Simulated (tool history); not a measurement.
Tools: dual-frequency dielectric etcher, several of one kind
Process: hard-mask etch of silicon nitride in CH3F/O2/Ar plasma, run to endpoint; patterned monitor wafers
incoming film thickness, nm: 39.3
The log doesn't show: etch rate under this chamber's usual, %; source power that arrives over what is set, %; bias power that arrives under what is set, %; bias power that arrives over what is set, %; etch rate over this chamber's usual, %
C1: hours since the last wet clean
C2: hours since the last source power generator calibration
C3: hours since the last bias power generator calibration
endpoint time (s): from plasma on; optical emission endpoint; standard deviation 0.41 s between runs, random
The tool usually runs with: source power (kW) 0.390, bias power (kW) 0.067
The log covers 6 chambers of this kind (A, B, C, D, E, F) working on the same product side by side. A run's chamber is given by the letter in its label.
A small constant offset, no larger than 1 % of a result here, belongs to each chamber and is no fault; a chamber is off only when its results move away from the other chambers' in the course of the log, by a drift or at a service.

{"run": "1F", "hour": 7.0, "source power (kW)": 0.39, "bias power (kW)": 0.067, "C1": 203.9, "C2": 2238.0, "C3": 1442.6, "endpoint time (s)": 59.342}
{"run": "2D", "hour": 17.0, "source power (kW)": 0.39, "bias power (kW)": 0.067, "C1": 88.5, "C2": 1180.8, "C3": 2249.9, "endpoint time (s)": 58.834}
{"run": "3E", "hour": 26.3, "source power (kW)": 0.39, "bias power (kW)": 0.067, "C1": 522.8, "C2": 3582.0, "C3": 5127.6, "endpoint time (s)": 59.163}
{"run": "4B", "hour": 34.8, "source power (kW)": 0.39, "bias power (kW)": 0.067, "C1": 274.3, "C2": 256.0, "C3": 655.0, "endpoint time (s)": 58.52}
{"run": "5A", "hour": 48.8, "source power (kW)": 0.39, "bias power (kW)": 0.067, "C1": 375.3, "C2": 2666.8, "C3": 810.3, "endpoint time (s)": 59.363}
{"run": "6C", "hour": 58.7, "source power (kW)": 0.39, "bias power (kW)": 0.067, "C1": 400.3, "C2": 1683.7, "C3": 708.3, "endpoint time (s)": 58.019}
{"run": "7C", "hour": 66.0, "source power (kW)": 0.39, "bias power (kW)": 0.067, "C1": 407.6, "C2": 1691.0, "C3": 715.6, "endpoint time (s)": 58.051}
{"run": "8A", "hour": 75.8, "source power (kW)": 0.39, "bias power (kW)": 0.067, "C1": 402.3, "C2": 2693.8, "C3": 837.3, "endpoint time (s)": 59.403}
{"run": "9E", "hour": 82.9, "source power (kW)": 0.39, "bias power (kW)": 0.067, "C1": 579.4, "C2": 3638.6, "C3": 5184.2, "endpoint time (s)": 60.162}
{"hour": 90.0, "done": "chamber C: wet clean of the chamber"}
{"hour": 91.3, "done": "chamber E: wet clean of the chamber"}
{"run": "10B", "hour": 95.0, "source power (kW)": 0.39, "bias power (kW)": 0.067, "C1": 334.5, "C2": 316.2, "C3": 715.2, "endpoint time (s)": 59.076}
{"run": "11F", "hour": 105.1, "source power (kW)": 0.39, "bias power (kW)": 0.067, "C1": 302.0, "C2": 2336.1, "C3": 1540.7, "endpoint time (s)": 59.247}
{"run": "12D", "hour": 113.1, "source power (kW)": 0.39, "bias power (kW)": 0.067, "C1": 184.6, "C2": 1276.9, "C3": 2346.0, "endpoint time (s)": 58.352}
{"run": "13D", "hour": 126.3, "source power (kW)": 0.39, "bias power (kW)": 0.067, "C1": 197.8, "C2": 1290.1, "C3": 2359.2, "endpoint time (s)": 58.554}
{"run": "14F", "hour": 135.7, "source power (kW)": 0.39, "bias power (kW)": 0.067, "C1": 332.6, "C2": 2366.7, "C3": 1571.3, "endpoint time (s)": 59.221}
{"hour": 146.1, "done": "chamber F: wet clean of the chamber"}
{"run": "15C", "hour": 146.9, "source power (kW)": 0.39, "bias power (kW)": 0.067, "C1": 57.0, "C2": 1771.9, "C3": 796.5, "endpoint time (s)": 58.087}
{"run": "16B", "hour": 158.5, "source power (kW)": 0.39, "bias power (kW)": 0.067, "C1": 398.0, "C2": 379.7, "C3": 778.7, "endpoint time (s)": 58.787}
{"run": "17A", "hour": 165.5, "source power (kW)": 0.39, "bias power (kW)": 0.067, "C1": 492.0, "C2": 2783.5, "C3": 927.0, "endpoint time (s)": 59.043}
{"run": "18E", "hour": 179.0, "source power (kW)": 0.39, "bias power (kW)": 0.067, "C1": 87.8, "C2": 3734.7, "C3": 5280.3, "endpoint time (s)": 59.798}
{"run": "19A", "hour": 193.9, "source power (kW)": 0.39, "bias power (kW)": 0.067, "C1": 520.4, "C2": 2811.9, "C3": 955.4, "endpoint time (s)": 60.129}
{"run": "20E", "hour": 201.0, "source power (kW)": 0.39, "bias power (kW)": 0.067, "C1": 109.8, "C2": 3756.7, "C3": 5302.3, "endpoint time (s)": 59.999}
{"run": "21D", "hour": 214.0, "source power (kW)": 0.31, "bias power (kW)": 0.067, "C1": 285.5, "C2": 1377.8, "C3": 2446.9, "endpoint time (s)": 63.856}
{"run": "22F", "hour": 223.5, "source power (kW)": 0.31, "bias power (kW)": 0.067, "C1": 77.5, "C2": 2454.5, "C3": 1659.1, "endpoint time (s)": 65.014}
{"run": "23B", "hour": 231.8, "source power (kW)": 0.31, "bias power (kW)": 0.067, "C1": 471.3, "C2": 453.0, "C3": 852.0, "endpoint time (s)": 64.541}
{"run": "24C", "hour": 245.5, "source power (kW)": 0.31, "bias power (kW)": 0.067, "C1": 155.6, "C2": 1870.5, "C3": 895.1, "endpoint time (s)": 64.415}
{"run": "25C", "hour": 257.8, "source power (kW)": 0.31, "bias power (kW)": 0.067, "C1": 167.9, "C2": 1882.8, "C3": 907.4, "endpoint time (s)": 64.52}
{"hour": 265.0, "done": "chamber E: bias power generator calibrated"}
{"run": "26F", "hour": 265.4, "source power (kW)": 0.31, "bias power (kW)": 0.067, "C1": 119.4, "C2": 2496.4, "C3": 1701.0, "endpoint time (s)": 65.014}
{"run": "27D", "hour": 274.5, "source power (kW)": 0.39, "bias power (kW)": 0.067, "C1": 346.0, "C2": 1438.3, "C3": 2507.4, "endpoint time (s)": 59.841}
{"run": "28B", "hour": 284.0, "source power (kW)": 0.39, "bias power (kW)": 0.067, "C1": 523.5, "C2": 505.2, "C3": 904.2, "endpoint time (s)": 58.796}
{"run": "29A", "hour": 292.2, "source power (kW)": 0.39, "bias power (kW)": 0.067, "C1": 618.7, "C2": 2910.2, "C3": 1053.7, "endpoint time (s)": 60.432}
{"run": "30E", "hour": 303.6, "source power (kW)": 0.43, "bias power (kW)": 0.059, "C1": 212.4, "C2": 3859.3, "C3": 38.7, "endpoint time (s)": 59.81}
{"run": "31A", "hour": 316.8, "source power (kW)": 0.43, "bias power (kW)": 0.059, "C1": 643.3, "C2": 2934.8, "C3": 1078.3, "endpoint time (s)": 60.444}
{"run": "32C", "hour": 325.1, "source power (kW)": 0.43, "bias power (kW)": 0.059, "C1": 235.2, "C2": 1950.1, "C3": 974.7, "endpoint time (s)": 59.398}
{"run": "33F", "hour": 337.1, "source power (kW)": 0.43, "bias power (kW)": 0.059, "C1": 191.1, "C2": 2568.1, "C3": 1772.7, "endpoint time (s)": 59.623}
{"hour": 342.1, "done": "chamber B: wet clean of the chamber"}
{"run": "34D", "hour": 343.6, "source power (kW)": 0.43, "bias power (kW)": 0.059, "C1": 415.1, "C2": 1507.4, "C3": 2576.5, "endpoint time (s)": 58.637}
{"run": "35E", "hour": 357.1, "source power (kW)": 0.43, "bias power (kW)": 0.059, "C1": 265.9, "C2": 3912.8, "C3": 92.2, "endpoint time (s)": 59.62}
{"run": "36B", "hour": 363.6, "source power (kW)": 0.39, "bias power (kW)": 0.067, "C1": 21.5, "C2": 584.8, "C3": 983.8, "endpoint time (s)": 59.257}
{"run": "37B", "hour": 374.0, "source power (kW)": 0.39, "bias power (kW)": 0.067, "C1": 31.9, "C2": 595.2, "C3": 994.2, "endpoint time (s)": 58.82}
{"run": "38C", "hour": 382.3, "source power (kW)": 0.39, "bias power (kW)": 0.067, "C1": 292.4, "C2": 2007.3, "C3": 1031.9, "endpoint time (s)": 57.689}

What goes on in this fleet: one chamber off, a drifting gauge, or nothing beyond the chambers' own small offsets? Name the chamber and the cause, if any.

It is chamber A that slowly wanders off from its peers.
Most likely cause: etch rate under this chamber's usual, % = 3.89.

Which of the 4 candidates below, each the usual settings with something changed and its results left as question marks, puts chamber A back in line with what the other chambers give on the usual settings?
Allowed miss from the other chambers' usual-settings mean, per result, to count as in line: endpoint time (s) 1.400
{"run": "39A-1", "hour": 392.9, "source power (kW)": 0.41, "bias power (kW)": 0.07, "endpoint time (s)": "?"}
{"run": "39A-2", "hour": 392.9, "source power (kW)": 0.39, "bias power (kW)": 0.083, "endpoint time (s)": "?"}
{"run": "39A-3", "hour": 392.9, "source power (kW)": 0.31, "bias power (kW)": 0.067, "endpoint time (s)": "?"}
{"run": "39A-4", "hour": 392.9, "source power (kW)": 0.39, "bias power (kW)": 0.059, "endpoint time (s)": "?"}

What the other chambers average on the usual settings: endpoint time (s) 58.855
run=39A-1 endpoint_time_(s)=59.136
run=39A-2 endpoint_time_(s)=56.771
run=39A-3 endpoint_time_(s)=66.703
run=39A-4 endpoint_time_(s)=63.845
39A-1 puts the chamber back in line with the other chambers.
